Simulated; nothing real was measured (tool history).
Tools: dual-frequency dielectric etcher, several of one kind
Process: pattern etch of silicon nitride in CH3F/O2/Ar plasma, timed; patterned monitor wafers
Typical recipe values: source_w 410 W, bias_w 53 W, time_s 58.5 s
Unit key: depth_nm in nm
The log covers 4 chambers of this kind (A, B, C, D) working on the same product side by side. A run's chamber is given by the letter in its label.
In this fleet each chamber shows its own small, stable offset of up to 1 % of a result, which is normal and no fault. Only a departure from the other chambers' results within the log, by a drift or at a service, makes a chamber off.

| run | hour | source_w | bias_w | time_s | hours since the last wet clean | hours since the last source power generator calibration | hours since the last bias power generator calibration | read-back reference wafer on the same gauge, depth_nm | depth_nm |
|---|---|---|---|---|---|---|---|---|---|
| 1B | 6.7 | 410 | 53 | 58.5 | 82.7 | 222.5 | 75.5 | 39.404 | 37.296 |
| 2D | 14.7 | 410 | 53 | 58.5 | 498.1 | 3263.2 | 2354.4 | 39.411 | 37.117 |
| 3A | 25.2 | 410 | 53 | 58.5 | 519.1 | 461.9 | 580.3 | 39.427 | 37.587 |
| 4C | 31.8 | 410 | 53 | 58.5 | 240.2 | 1884.3 | 222.4 | 39.422 | 37.142 |
| 5C | 42.7 | 410 | 53 | 58.5 | 251.1 | 1895.2 | 233.3 | 39.414 | 37.107 |
| 6A | 47.8 | 410 | 53 | 58.5 | 541.7 | 484.5 | 602.9 | 39.411 | 37.555 |
| 7D | 55.4 | 480 | 53 | 58.5 | 538.8 | 3303.9 | 2395.1 | 39.427 | 39.486 |
| 8B | 63.8 | 480 | 53 | 58.5 | 139.8 | 279.6 | 132.6 | 39.423 | 39.701 |
| 9D | 72.9 | 480 | 53 | 58.5 | 556.3 | 3321.4 | 2412.6 | 39.442 | 39.512 |
| 10C | 82.7 | 480 | 53 | 58.5 | 291.1 | 1935.2 | 273.3 | 39.445 | 39.464 |
| 11B | 94.2 | 410 | 53 | 58.5 | 170.2 | 310 | 163 | 39.455 | 37.302 |
|  | 96.9 | chamber C: source power generator calibrated |
|  | 98.1 | chamber D: wet clean of the chamber |
| 12A | 99.4 | 410 | 53 | 58.5 | 593.3 | 536.1 | 654.5 | 39.46 | 37.596 |
| 13D | 109.7 | 410 | 53 | 58.5 | 11.6 | 3358.2 | 2449.4 | 39.466 | 37.234 |
| 14A | 118.4 | 410 | 53 | 58.5 | 612.3 | 555.1 | 673.5 | 39.461 | 37.564 |
| 15C | 127.8 | 410 | 40 | 46.5 | 336.2 | 31 | 318.4 | 39.465 | 27.086 |
| 16B | 133.4 | 410 | 40 | 46.5 | 209.4 | 349.2 | 202.2 | 39.472 | 27.219 |
| 17B | 139.1 | 410 | 40 | 46.5 | 215.1 | 354.9 | 207.9 | 39.474 | 27.24 |
| 18C | 149.2 | 410 | 40 | 46.5 | 357.6 | 52.4 | 339.8 | 39.482 | 27.104 |
| 19D | 156.7 | 410 | 53 | 58.5 | 58.6 | 3405.2 | 2496.4 | 39.475 | 37.186 |
| 20A | 163.2 | 410 | 53 | 58.5 | 657.1 | 599.9 | 718.3 | 39.48 | 37.562 |
| 21D | 168.6 | 410 | 53 | 58.5 | 70.5 | 3417.1 | 2508.3 | 39.499 | 37.163 |
|  | 174.9 | chamber A: wet clean of the chamber |
| 22C | 177.9 | 410 | 53 | 70.5 | 386.3 | 81.1 | 368.5 | 39.487 | 44.935 |
| 23B | 184.6 | 410 | 53 | 70.5 | 260.6 | 400.4 | 253.4 | 39.503 | 44.952 |
|  | 190.1 | chamber C: wet clean of the chamber |
| 24A | 195.8 | 410 | 53 | 70.5 | 21 | 632.5 | 750.9 | 39.507 | 45.339 |
| 25B | 201.7 | 410 | 53 | 70.5 | 277.7 | 417.5 | 270.5 | 39.5 | 45.033 |
| 26D | 212.4 | 410 | 53 | 45.5 | 114.3 | 3460.9 | 2552.1 | 39.516 | 28.904 |
| 27C | 221.1 | 410 | 53 | 45.5 | 31 | 124.3 | 411.7 | 39.507 | 28.938 |
| 28A | 232.2 | 410 | 53 | 45.5 | 57.4 | 668.9 | 787.3 | 39.528 | 29.275 |
| 29B | 238.7 | 410 | 53 | 45.5 | 314.7 | 454.5 | 307.5 | 39.519 | 29.116 |
| 30D | 246.9 | 410 | 53 | 58.5 | 148.8 | 3495.4 | 2586.6 | 39.523 | 37.278 |
| 31A | 258.2 | 410 | 53 | 58.5 | 83.4 | 694.9 | 813.3 | 39.535 | 37.7 |
| 32C | 268.1 | 460 | 53 | 67.5 | 78 | 171.3 | 458.7 | 39.539 | 44.888 |
| 33B | 274.5 | 460 | 53 | 67.5 | 350.5 | 490.3 | 343.3 | 39.548 | 45.27 |
| 34A | 282.3 | 460 | 53 | 67.5 | 107.5 | 719 | 837.4 | 39.542 | 45.34 |
| 35C | 291.9 | 460 | 53 | 67.5 | 101.8 | 195.1 | 482.5 | 39.556 | 44.932 |
| 36D | 300.6 | 410 | 53 | 58.5 | 202.5 | 3549.1 | 2640.3 | 39.548 | 37.277 |
| 37D | 305.9 | 410 | 53 | 58.5 | 207.8 | 3554.4 | 2645.6 | 39.567 | 37.253 |

Each of the 4 chambers runs these same settings next. Fill in every chamber's results:
| 38A | 314.3 | 410 | 53 | 58.5 |  |  |  |  | ? |
| 38B | 314.3 | 410 | 53 | 58.5 |  |  |  |  | ? |
| 38C | 314.3 | 410 | 53 | 58.5 |  |  |  |  | ? |
| 38D | 314.3 | 410 | 53 | 58.5 |  |  |  |  | ? |

| run | depth_nm |
|---|---|
| 38A | 37.644 |
| 38B | 37.353 |
| 38C | 37.234 |
| 38D | 37.27 |
